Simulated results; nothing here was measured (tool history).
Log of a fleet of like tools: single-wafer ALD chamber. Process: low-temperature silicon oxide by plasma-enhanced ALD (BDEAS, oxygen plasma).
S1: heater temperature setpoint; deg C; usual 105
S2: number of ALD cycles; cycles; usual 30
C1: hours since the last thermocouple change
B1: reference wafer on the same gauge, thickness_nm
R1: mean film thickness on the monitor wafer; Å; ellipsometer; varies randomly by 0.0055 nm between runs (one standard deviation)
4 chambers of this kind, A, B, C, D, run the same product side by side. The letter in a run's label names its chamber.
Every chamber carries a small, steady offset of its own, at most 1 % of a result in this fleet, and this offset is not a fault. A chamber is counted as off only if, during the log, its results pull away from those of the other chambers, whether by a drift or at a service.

run,hour,S1,S2,C1,B1,R1
1C,7.5,105,30,167.1,3.9291,42.757
2D,19.6,105,30,848,3.9293,42.872
3B,30.3,105,30,2335.7,3.9289,42.5
4A,40.2,105,30,388.9,3.929,42.305
5D,56.5,105,30,884.9,3.9272,42.841
6B,68.3,95,34,2373.7,3.9265,49.546
7A,83.4,95,34,432.1,3.9258,49.197
8C,93.4,95,34,253,3.9263,49.558
9B,102.2,95,34,2407.6,3.9252,49.489
10C,116.5,105,28,276.1,3.9221,39.637
11D,123.6,105,28,952,3.9229,39.918
12A,133.2,105,28,481.9,3.9229,39.376
13A,149.6,105,28,498.3,3.9236,39.231
14B,161.1,105,30,2466.5,3.9223,42.398
15C,172.6,105,30,332.2,3.9218,42.632
16D,186.9,113,36,1015.3,3.9208,50.647
17A,199.4,113,36,548.1,3.9205,49.788
18C,213.7,113,36,373.3,3.919,50.347
19D,221.8,113,36,1050.2,3.9189,50.468
20B,232.1,105,30,2537.5,3.9176,42.261
21C,240.6,105,30,400.2,3.9182,42.61
22A,248.3,105,35,597,3.9177,49.056
23B,259.7,105,35,2565.1,3.9177,49.432
24D,269.3,105,35,1097.7,3.9164,49.858
25A,280.6,105,35,629.3,3.9161,49.108
26B,293,105,30,2598.4,3.9159,42.336
27C,302.9,105,30,462.5,3.916,42.425
28D,311.6,105,30,1140,3.9147,42.637
29A,322.9,110,27,671.6,3.9135,37.5
30B,331.2,110,27,2636.6,3.9142,37.749
31D,344.2,110,27,1172.6,3.9126,38.046
32C,358.5,110,27,518.1,3.9135,37.746
33C,365.8,105,30,525.4,3.9115,42.428
34A,378.2,105,30,726.9,3.9094,41.991
35D,388.8,105,30,1217.2,3.9113,42.6
36B,395.9,105,30,2701.3,3.91,42.376
37B,408.5,105,30,2713.9,3.9098,42.291

The same settings go to every chamber for the next run, one line per chamber below. Forecast the results for each:
38A,420.3,105,30,,,?
38B,420.3,105,30,,,?
38C,420.3,105,30,,,?
38D,420.3,105,30,,,?

run,R1
38A,41.944
38B,42.294
38C,42.469
38D,42.649
